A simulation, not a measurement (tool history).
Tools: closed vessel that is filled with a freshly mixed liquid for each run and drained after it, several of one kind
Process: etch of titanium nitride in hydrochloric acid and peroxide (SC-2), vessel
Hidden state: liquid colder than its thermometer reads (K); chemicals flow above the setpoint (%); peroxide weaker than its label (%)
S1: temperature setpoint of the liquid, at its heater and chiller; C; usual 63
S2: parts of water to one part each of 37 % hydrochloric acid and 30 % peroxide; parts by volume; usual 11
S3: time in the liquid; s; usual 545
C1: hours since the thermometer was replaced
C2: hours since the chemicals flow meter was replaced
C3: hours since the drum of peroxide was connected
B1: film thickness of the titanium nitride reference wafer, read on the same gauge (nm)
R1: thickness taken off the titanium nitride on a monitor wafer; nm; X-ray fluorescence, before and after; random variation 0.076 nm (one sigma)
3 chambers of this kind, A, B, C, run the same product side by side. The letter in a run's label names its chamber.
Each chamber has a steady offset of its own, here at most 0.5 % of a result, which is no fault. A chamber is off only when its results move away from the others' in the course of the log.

run   hour    S1  S2   S3      C1     C2     C3      B1      R1
 1B    6.6    63  11  545   350.5  498.8    7.5  40.035  22.513
 2A   13.3    63  11  545  1875.9  161.9  373.3  40.006  22.426
 3C     18    63  11  545   324.8    358  368.3  40.006  22.572
 4A   22.5    63  11  545  1885.1  171.1  382.5   39.99  22.391
 5B   29.6  53.5  11  545   373.5  521.8   30.5  40.007  12.362
 6C   36.4  53.5  11  545   343.2  376.4  386.7  40.038  12.214
 7B   40.8  53.5  11  545   384.7    533   41.7  39.988  12.392
 8C     48    63  11  545   354.8    388  398.3  39.995  22.594
 9A   53.4    63  11  545    1916    202  413.4  39.992  22.406
10C   57.2    60   9  545     364  397.2  407.5  40.028  21.954
11A   63.4    60   9  545    1926    212  423.4  39.998  21.905
12B   70.1    60   9  545     414  562.3     71  39.994  22.134
13A   74.4    63  11  545    1937    223  434.4  39.986  22.473
14B   77.5    63  11  545   421.4  569.7   78.4  40.006  22.363
        78  -- chamber C: new drum of peroxide connected
15C   84.9    63  11  545   391.7  424.9      7  40.037  22.564
16A   88.5    63  11  545  1951.1  237.1  448.5  40.009   22.36
17C   92.7    63  11  545   399.5  432.7   14.8  40.001   22.56
18B   96.1    63  11  545     440  588.3     97  39.994  22.533
19B  101.7    63  11  545   445.6  593.9  102.6  39.986  22.498
20C  108.9    63  11  545   415.7  448.9     31  40.005  22.472
21A  114.3    63  11  545  1976.9  262.9  474.3  40.019  22.117
22C  121.3    63  11  545   428.1  461.3   43.4  39.998  22.581
23B  127.5    63  11  730   471.4  619.7  128.4  39.977  30.136
24A  133.1    63  11  730  1995.7  281.7  493.1  40.004  29.501
25B  137.4    63  11  730   481.3  629.6  138.3  40.024  30.221
26A  142.8    63  11  545  2005.4  291.4  502.8  39.994   22.09
27C    147    63  11  545   453.8    487   69.1  39.997  22.592
28B    152    63  11  545   495.9  644.2  152.9  40.003  22.442
29C  156.7    63  11  545   463.5  496.7   78.8  40.002  22.695
30A  163.3  70.5  11  290  2025.9  311.9  523.3  39.992  18.208
31A  166.5  70.5  11  290  2029.1  315.1  526.5  39.986  18.257
32C  170.6  70.5  11  290   477.4  510.6   92.7   40.01  18.932
33B  176.6    63  11  545   520.5  668.8  177.5  39.984  22.674
34B  179.9    63  11  545   523.8  672.1  180.8  40.013  22.443
35C  184.7    63  11  545   491.5  524.7  106.8  40.011  22.513
36A  188.3    63  11  545  2050.9  336.9  548.3  39.998  21.591
37A  193.1    63  11  545  2055.7  341.7  553.1  39.995  21.581
38B  199.4    63  11  545   543.3  691.6  200.3  39.994  22.537
39C    204  54.5  11  545   510.8    544  126.1   39.99  13.058
40A  211.1  54.5  11  545  2073.7  359.7  571.1  39.997  12.499

Next, every chamber runs the same settings. What will each give?
41A  216.4  69.5  11  545                   ?
41B  216.4  69.5  11  545                   ?
41C  216.4  69.5  11  545                   ?

run      R1
41A  31.802
41B  33.385
41C  33.632

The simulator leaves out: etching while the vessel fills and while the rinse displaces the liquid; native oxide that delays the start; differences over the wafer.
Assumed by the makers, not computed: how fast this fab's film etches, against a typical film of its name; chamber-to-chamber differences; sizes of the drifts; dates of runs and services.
